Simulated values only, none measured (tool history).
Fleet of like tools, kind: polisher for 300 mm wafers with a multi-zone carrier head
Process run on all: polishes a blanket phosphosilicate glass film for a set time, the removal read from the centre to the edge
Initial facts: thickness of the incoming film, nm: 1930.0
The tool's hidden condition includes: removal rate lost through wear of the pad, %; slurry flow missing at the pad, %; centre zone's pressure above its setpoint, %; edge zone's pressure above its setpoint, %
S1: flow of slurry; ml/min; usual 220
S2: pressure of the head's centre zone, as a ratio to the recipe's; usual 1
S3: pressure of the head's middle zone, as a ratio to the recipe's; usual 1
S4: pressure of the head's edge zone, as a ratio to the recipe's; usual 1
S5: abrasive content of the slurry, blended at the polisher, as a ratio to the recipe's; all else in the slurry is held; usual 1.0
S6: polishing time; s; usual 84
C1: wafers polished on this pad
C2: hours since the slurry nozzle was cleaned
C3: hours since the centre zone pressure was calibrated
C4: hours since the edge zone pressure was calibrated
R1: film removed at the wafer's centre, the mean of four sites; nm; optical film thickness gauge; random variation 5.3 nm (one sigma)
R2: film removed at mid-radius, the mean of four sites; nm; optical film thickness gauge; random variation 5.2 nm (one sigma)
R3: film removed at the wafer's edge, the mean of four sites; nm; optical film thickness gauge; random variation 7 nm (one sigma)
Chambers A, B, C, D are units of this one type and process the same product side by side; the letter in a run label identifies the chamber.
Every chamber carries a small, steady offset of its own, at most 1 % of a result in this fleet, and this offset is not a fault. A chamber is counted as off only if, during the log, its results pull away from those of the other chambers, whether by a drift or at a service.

run	day	S1	S2	S3	S4	S5	S6	C1	C2	C3	C4	R1	R2	R3
# day 0.079: chamber B: worn pad replaced by a new one
1A	0.171	220	1	1	1	1.0	84	83	230.0	1289.5	616.9	711.20	709.56	722.12
# day 0.217: chamber D: slurry nozzle cleaned
# day 0.321: chamber C: worn pad replaced by a new one
2C	0.346	220	1	1	1	1.0	84	6	131.7	254.6	400.0	699.75	699.96	697.01
3D	0.462	220	1	1	1	1.0	84	1477	5.9	630.8	231.1	699.70	705.90	697.18
# day 0.554: chamber D: worn pad replaced by a new one
4B	0.642	220	1	1	1	1.0	84	143	666.5	135.7	556.8	719.43	698.15	709.36
5D	0.800	220	1	1	1	1.0	84	63	14.0	638.9	239.2	687.20	702.78	704.22
6C	0.975	220	1	1	1	1.0	84	166	146.8	269.7	415.1	701.52	696.74	708.47
# day 1.083: chamber B: slurry nozzle cleaned
7B	1.179	220	1	1	1	1.0	84	279	2.4	148.6	569.7	704.40	711.52	705.72
8A	1.321	220	1	1	1	1.0	84	376	257.6	1317.1	644.5	699.03	709.10	703.48
9D	1.433	220	1	1	1	0.8	63	224	29.2	654.1	254.4	468.89	476.95	469.30
10B	1.621	220	1	1	1	0.8	63	392	13.0	159.2	580.3	478.73	470.17	467.74
# day 1.629: chamber A: worn pad replaced by a new one
11A	1.738	220	1	1	1	0.8	63	28	267.6	1327.1	654.5	477.04	474.35	483.29
12C	1.954	220	1	1	1	0.8	63	415	170.3	293.2	438.6	467.93	468.01	470.56
13C	2.075	220	1	1	1	1.0	84	446	173.2	296.1	441.5	696.92	706.35	700.61
14D	2.208	220	1	1	1	1.0	84	421	47.8	672.7	273.0	700.31	709.14	712.97
15B	2.421	220	1	1	1	1.0	84	595	32.2	178.4	599.5	704.37	695.38	713.92
16A	2.579	220	1	1	1	1.0	84	242	287.8	1347.3	674.7	708.87	705.31	719.20
17C	2.750	220	1	1	1	1.0	84	618	189.4	312.3	457.7	694.49	702.18	714.01
18A	2.962	220	1	1	1	1.0	84	339	297.0	1356.5	683.9	701.68	709.21	708.32
# day 3.079: chamber C: worn pad replaced by a new one
19B	3.100	220	1	1	1	1.0	84	768	48.5	194.7	615.8	710.91	704.03	706.51
20D	3.312	220	1	1	1	1.0	84	702	74.3	699.2	299.5	701.94	702.16	716.42
21C	3.471	220	1	1	1	1.0	84	100	206.7	329.6	475.0	691.86	696.32	718.66
# day 3.550: chamber D: edge zone pressure recalibrated
# day 3.558: chamber A: centre zone pressure recalibrated
22A	3.688	220	1	1	1	1.0	84	523	314.4	3.1	701.3	697.10	712.00	715.80
# day 3.875: chamber A: worn pad replaced by a new one
23D	3.892	220	1	1	1	1.0	84	849	88.2	713.1	8.3	694.33	717.36	704.98
24B	4.104	220	1	1	1	1.0	84	1023	72.6	218.8	639.9	713.82	696.38	704.93
25B	4.283	220	1	1	1	1.0	84	1069	76.9	223.1	644.2	711.13	700.91	715.61
26A	4.479	220	1	1	1	1.0	84	154	333.4	22.1	720.3	707.73	714.09	715.90

Read the log: is a single chamber off, either drifting away or since a service, is the gauge that measures every chamber drifting, or is nothing wrong beyond small per-chamber offsets? Name any odd chamber and what most likely caused it.

The fleet is healthy, with each chamber sitting at its usual small offset and no drift in the gauge.
